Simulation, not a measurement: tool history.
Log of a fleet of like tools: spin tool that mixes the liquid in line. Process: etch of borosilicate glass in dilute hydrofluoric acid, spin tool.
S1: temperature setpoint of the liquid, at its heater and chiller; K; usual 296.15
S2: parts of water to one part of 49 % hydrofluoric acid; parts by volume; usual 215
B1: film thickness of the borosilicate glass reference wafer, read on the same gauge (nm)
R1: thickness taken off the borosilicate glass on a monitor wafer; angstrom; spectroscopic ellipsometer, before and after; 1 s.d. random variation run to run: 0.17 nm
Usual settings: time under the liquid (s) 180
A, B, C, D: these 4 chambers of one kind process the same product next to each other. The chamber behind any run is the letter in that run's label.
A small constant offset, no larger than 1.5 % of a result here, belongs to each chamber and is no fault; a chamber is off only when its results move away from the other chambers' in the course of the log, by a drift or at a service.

{"run": "1D", "hour": 5.4, "S1": 296.15, "S2": 215, "time under the liquid (s)": 180, "B1": 59.985, "R1": 199.05}
{"run": "2B", "hour": 14.3, "S1": 296.15, "S2": 215, "time under the liquid (s)": 180, "B1": 60.007, "R1": 200.56}
{"run": "3A", "hour": 22.2, "S1": 296.15, "S2": 215, "time under the liquid (s)": 180, "B1": 60.011, "R1": 196.8}
{"run": "4C", "hour": 28.7, "S1": 296.15, "S2": 215, "time under the liquid (s)": 180, "B1": 59.964, "R1": 200.27}
{"run": "5D", "hour": 33.5, "S1": 296.15, "S2": 215, "time under the liquid (s)": 180, "B1": 60.007, "R1": 197.27}
{"run": "6B", "hour": 37.5, "S1": 296.15, "S2": 215, "time under the liquid (s)": 180, "B1": 60.017, "R1": 201.48}
{"run": "7C", "hour": 42.5, "S1": 296.15, "S2": 215, "time under the liquid (s)": 180, "B1": 59.973, "R1": 203.82}
{"run": "8A", "hour": 50.4, "S1": 296.15, "S2": 215, "time under the liquid (s)": 180, "B1": 59.968, "R1": 197.83}
{"run": "9B", "hour": 59.3, "S1": 294.15, "S2": 155, "time under the liquid (s)": 180, "B1": 59.961, "R1": 272.48}
{"run": "10A", "hour": 66.7, "S1": 294.15, "S2": 155, "time under the liquid (s)": 180, "B1": 59.953, "R1": 273.35}
{"run": "11C", "hour": 72.7, "S1": 294.15, "S2": 155, "time under the liquid (s)": 180, "B1": 60.012, "R1": 276.89}
{"run": "12D", "hour": 77.2, "S1": 294.15, "S2": 155, "time under the liquid (s)": 180, "B1": 59.968, "R1": 273.39}
{"run": "13B", "hour": 83.5, "S1": 296.15, "S2": 215, "time under the liquid (s)": 180, "B1": 59.938, "R1": 198.55}
{"run": "14A", "hour": 89.4, "S1": 294.15, "S2": 215, "time under the liquid (s)": 140, "B1": 59.995, "R1": 143.97}
{"run": "15D", "hour": 97.8, "S1": 294.15, "S2": 215, "time under the liquid (s)": 140, "B1": 60.008, "R1": 145.77}
{"run": "16C", "hour": 101.9, "S1": 294.15, "S2": 215, "time under the liquid (s)": 140, "B1": 59.994, "R1": 145.78}
{"run": "17C", "hour": 108.0, "S1": 294.15, "S2": 215, "time under the liquid (s)": 140, "B1": 60.002, "R1": 146.16}
{"run": "18D", "hour": 116.5, "S1": 296.15, "S2": 285, "time under the liquid (s)": 140, "B1": 60.028, "R1": 111.24}
{"hour": 121.5, "done": "chamber A: hydrofluoric acid flow meter replaced"}
{"run": "19B", "hour": 125.2, "S1": 296.15, "S2": 285, "time under the liquid (s)": 140, "B1": 60.012, "R1": 109.94}
{"run": "20A", "hour": 134.0, "S1": 296.15, "S2": 285, "time under the liquid (s)": 140, "B1": 59.998, "R1": 110.73}
{"run": "21B", "hour": 139.0, "S1": 296.15, "S2": 285, "time under the liquid (s)": 140, "B1": 59.966, "R1": 110.36}
{"run": "22D", "hour": 145.4, "S1": 296.15, "S2": 215, "time under the liquid (s)": 180, "B1": 60.008, "R1": 204.58}
{"hour": 152.9, "done": "chamber C: hydrofluoric acid flow meter replaced"}
{"run": "23C", "hour": 154.4, "S1": 296.15, "S2": 155, "time under the liquid (s)": 180, "B1": 60.021, "R1": 305.53}
{"run": "24A", "hour": 162.6, "S1": 296.15, "S2": 155, "time under the liquid (s)": 180, "B1": 60.035, "R1": 292.54}
{"run": "25C", "hour": 171.4, "S1": 296.15, "S2": 155, "time under the liquid (s)": 180, "B1": 60.02, "R1": 298.19}
{"run": "26D", "hour": 177.8, "S1": 296.15, "S2": 155, "time under the liquid (s)": 180, "B1": 60.007, "R1": 303.92}
{"run": "27A", "hour": 185.7, "S1": 296.15, "S2": 215, "time under the liquid (s)": 180, "B1": 59.98, "R1": 197.92}
{"run": "28B", "hour": 193.2, "S1": 296.15, "S2": 215, "time under the liquid (s)": 180, "B1": 59.976, "R1": 198.02}
{"run": "29D", "hour": 201.3, "S1": 299.15, "S2": 215, "time under the liquid (s)": 145, "B1": 59.947, "R1": 187.98}
{"run": "30C", "hour": 209.1, "S1": 299.15, "S2": 215, "time under the liquid (s)": 145, "B1": 59.979, "R1": 183.94}
{"run": "31B", "hour": 218.1, "S1": 299.15, "S2": 215, "time under the liquid (s)": 145, "B1": 59.974, "R1": 178.39}
{"run": "32A", "hour": 222.5, "S1": 299.15, "S2": 215, "time under the liquid (s)": 145, "B1": 59.982, "R1": 179.85}
{"run": "33B", "hour": 229.4, "S1": 292.65, "S2": 215, "time under the liquid (s)": 115, "B1": 60.004, "R1": 111.02}
{"run": "34A", "hour": 235.8, "S1": 292.65, "S2": 215, "time under the liquid (s)": 115, "B1": 59.945, "R1": 111.72}
{"run": "35D", "hour": 244.2, "S1": 292.65, "S2": 215, "time under the liquid (s)": 115, "B1": 60.003, "R1": 121.21}
{"run": "36C", "hour": 249.6, "S1": 292.65, "S2": 215, "time under the liquid (s)": 115, "B1": 60.024, "R1": 110.91}
{"run": "37C", "hour": 255.8, "S1": 296.15, "S2": 215, "time under the liquid (s)": 180, "B1": 60.02, "R1": 202.56}
{"run": "38D", "hour": 259.8, "S1": 296.15, "S2": 215, "time under the liquid (s)": 75, "B1": 59.987, "R1": 90.048}
{"run": "39A", "hour": 264.8, "S1": 296.15, "S2": 215, "time under the liquid (s)": 75, "B1": 59.963, "R1": 82.245}
{"run": "40B", "hour": 270.2, "S1": 296.15, "S2": 215, "time under the liquid (s)": 75, "B1": 59.942, "R1": 83.215}
{"run": "41A", "hour": 276.9, "S1": 296.15, "S2": 215, "time under the liquid (s)": 75, "B1": 60.024, "R1": 83.296}
{"run": "42B", "hour": 285.6, "S1": 296.15, "S2": 215, "time under the liquid (s)": 180, "B1": 59.971, "R1": 199}

Each of the 4 chambers runs these same settings next. Fill in every chamber's results:
{"run": "43A", "hour": 292.2, "S1": 296.15, "S2": 135, "time under the liquid (s)": 180, "R1": "?"}
{"run": "43B", "hour": 292.2, "S1": 296.15, "S2": 135, "time under the liquid (s)": 180, "R1": "?"}
{"run": "43C", "hour": 292.2, "S1": 296.15, "S2": 135, "time under the liquid (s)": 180, "R1": "?"}
{"run": "43D", "hour": 292.2, "S1": 296.15, "S2": 135, "time under the liquid (s)": 180, "R1": "?"}

run=43A R1=346.7
run=43B R1=342.11
run=43C R1=356.52
run=43D R1=372.49
